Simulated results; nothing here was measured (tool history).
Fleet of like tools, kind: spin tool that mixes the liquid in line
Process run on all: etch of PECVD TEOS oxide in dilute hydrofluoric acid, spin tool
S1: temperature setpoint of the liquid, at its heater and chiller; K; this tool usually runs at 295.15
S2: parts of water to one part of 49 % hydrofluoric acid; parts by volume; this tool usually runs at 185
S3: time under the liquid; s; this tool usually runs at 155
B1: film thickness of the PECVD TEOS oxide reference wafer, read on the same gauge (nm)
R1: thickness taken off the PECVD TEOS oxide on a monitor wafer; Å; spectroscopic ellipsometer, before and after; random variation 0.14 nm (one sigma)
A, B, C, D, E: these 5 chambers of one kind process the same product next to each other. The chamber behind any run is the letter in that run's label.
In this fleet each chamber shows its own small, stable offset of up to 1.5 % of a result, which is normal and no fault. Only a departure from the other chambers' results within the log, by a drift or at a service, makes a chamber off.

run  hour      S1   S2   S3      B1      R1
 1E   4.4  295.15  185  155  119.99  160.65
 2D   6.6  295.15  185  155  120.01  161.47
 3A   9.4  295.15  185  155  119.96  160.44
 4C  11.3  295.15  185  155  119.96  161.39
 5B  14.3  297.65  105  155  119.99  331.99
 6E  18.3  297.65  105  155  119.96  332.46
 7A  20.5  297.65  105  155  119.99  335.62
 8D  22.7  297.65  105  155  120.02  337.15
 9B  26.6  297.65  105  155     120  328.32
10C  30.2  295.15  185  155  120.03  158.65
11C  33.1  295.15  185  155  119.99  159.98
12A  36.8  295.15  185  155     120  159.93
13B    39  295.15  185  155  120.01  155.25
14D  41.2  295.15  140  155  119.98  225.25
15E  45.5  295.15  140  155     120  219.07
16B  48.3  295.15  140  155  119.97  216.91
17D  50.6  295.15  140  155  119.99  223.22
18C  53.2  295.15  140  155  120.02  217.71
     53.9  -- chamber C: thermometer replaced
19E  55.8  295.15  185  155  120.03  156.56
20A    58  295.15  185  155     120  158.81
21C  60.3  295.15  185  155  119.99  158.32
22A  64.3  295.15  185  155  120.05  161.13
23D  67.4  295.15  185  155  119.99  168.88
24B  70.4  295.15  185  155  120.01  156.95
25E  72.4  295.15  185  155  119.97  157.85
26E  74.3  296.65  185  110  119.98  117.23
27C  78.4  296.65  185  110  120.04  118.68
28B  81.3  296.65  185  110     120  117.16
29D  83.7  296.65  185  110     120  126.53
30A  86.2  296.65  185  110  120.02   120.9

Has any chamber moved away from the others, gradually or after a service, or does the common gauge drift, or do the chambers differ only by their own small steady offsets? State the chamber and the most likely cause if one applies.

It is chamber D that slowly wanders off from its peers.
Cause: liquid hotter than its thermometer reads (K) = 1.7.
Not necessarily distinguishable in this log from: hydrofluoric acid flow above the setpoint (%).

Chamber D could run next with any of the 4 candidate recipes listed below; each alters the usual settings, and their results appear as question marks. Which one brings its results back in line with what the other chambers deliver on the usual settings?
A result is in line if it is within this distance of the other chambers' mean on the usual settings: R1 4.9 Å
31D-1  89.4  295.15  175  155       ?
31D-2  89.4  295.15  185  145       ?
31D-3  89.4  295.65  185  155       ?
31D-4  89.4  295.15  190  155       ?

On the usual settings, the other chambers give on average: R1 158.32 Å
  run      R1
31D-1  182.37
31D-2  159.66
31D-3  173.89
31D-4   165.3
The right change is 31D-2: it brings the chamber back within the allowed miss of the others.

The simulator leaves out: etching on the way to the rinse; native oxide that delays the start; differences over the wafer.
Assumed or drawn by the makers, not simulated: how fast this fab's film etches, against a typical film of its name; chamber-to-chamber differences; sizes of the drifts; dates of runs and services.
